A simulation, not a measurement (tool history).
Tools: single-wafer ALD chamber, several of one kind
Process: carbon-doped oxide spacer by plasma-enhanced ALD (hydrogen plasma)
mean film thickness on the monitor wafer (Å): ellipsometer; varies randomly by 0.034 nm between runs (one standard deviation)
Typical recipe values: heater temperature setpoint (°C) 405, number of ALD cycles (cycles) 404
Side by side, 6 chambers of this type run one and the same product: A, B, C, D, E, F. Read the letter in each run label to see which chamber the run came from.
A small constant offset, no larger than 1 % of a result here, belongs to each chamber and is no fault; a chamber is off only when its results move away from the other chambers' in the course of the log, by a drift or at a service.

run   hour  heater temperature setpoint (°C)  number of ALD cycles (cycles)  read-back reference wafer on the same gauge, thickness_nm  mean film thickness on the monitor wafer (Å)
       0.8  -- chamber D: thermocouple changed; heater temperature recalibrated
 1E    4.6                               405                            404                                                     17.598                                        200.14
 2C     11                               405                            404                                                     17.593                                        199.98
 3A   18.5                               405                            404                                                     17.597                                        198.81
 4B   24.3                               405                            404                                                     17.585                                        198.47
      27.1  -- chamber C: thermocouple changed; heater temperature recalibrated
 5D   32.4                               405                            404                                                     17.581                                        199.13
 6F   35.9                               405                            404                                                     17.583                                        198.11
 7A   44.1                               405                            404                                                     17.582                                         198.7
 8F   51.8                               405                            404                                                     17.571                                        198.19
 9C   59.7                               405                            404                                                      17.57                                        198.77
10E   63.2                               405                            404                                                     17.579                                        200.05
11B   70.3                               405                            404                                                     17.571                                        198.43
12D   77.1                               405                            404                                                     17.564                                        199.49
13F   84.5                               405                            404                                                     17.562                                        198.25
14E   90.3                               398                            464                                                     17.562                                        233.84
15A   94.3                               398                            464                                                     17.562                                        231.55
16B  100.3                               398                            464                                                     17.549                                        230.69
17C  107.7                               398                            464                                                     17.544                                         233.2
18D  115.2                               398                            464                                                     17.542                                        231.67
19C  122.2                               398                            464                                                     17.534                                        232.56
20D    126                               405                            404                                                     17.536                                        199.27
21F  133.8                               405                            404                                                     17.536                                        198.14
22B  140.8                               405                            404                                                     17.534                                        197.16
23E  145.3                               405                            404                                                     17.536                                        200.42
24A  151.1                               393                            404                                                     17.527                                        201.02
25A  158.3                               393                            404                                                     17.521                                        201.64
26E  165.5                               393                            404                                                     17.521                                        202.96
27B    170                               393                            404                                                     17.517                                        200.68
28F  176.6                               393                            404                                                     17.512                                        200.04
29C  180.8                               393                            404                                                     17.512                                         202.5
30D  187.8                               405                            404                                                     17.508                                        198.92
31F  193.6                               405                            404                                                     17.507                                        196.95
32E  201.3                               394                            404                                                     17.503                                        202.79
33C  208.4                               394                            404                                                     17.503                                        201.51
34A  215.5                               394                            404                                                     17.503                                        200.58
35B  223.6                               394                            404                                                     17.496                                        200.44
36D  229.6                               394                            404                                                     17.487                                        201.73
37C  236.1                               394                            404                                                     17.487                                        201.94
38D  243.1                               405                            404                                                     17.487                                        198.68
39A  247.5                               405                            404                                                     17.476                                        196.81

Has any chamber moved away from the others, gradually or after a service, or does the common gauge drift, or do the chambers differ only by their own small steady offsets? State the chamber and the most likely cause if one applies.

It is the gauge, not a chamber: its drift shows up in every chamber's results at once, and no chamber is off.
Most likely cause: gauge reads low (%) = 0.693.
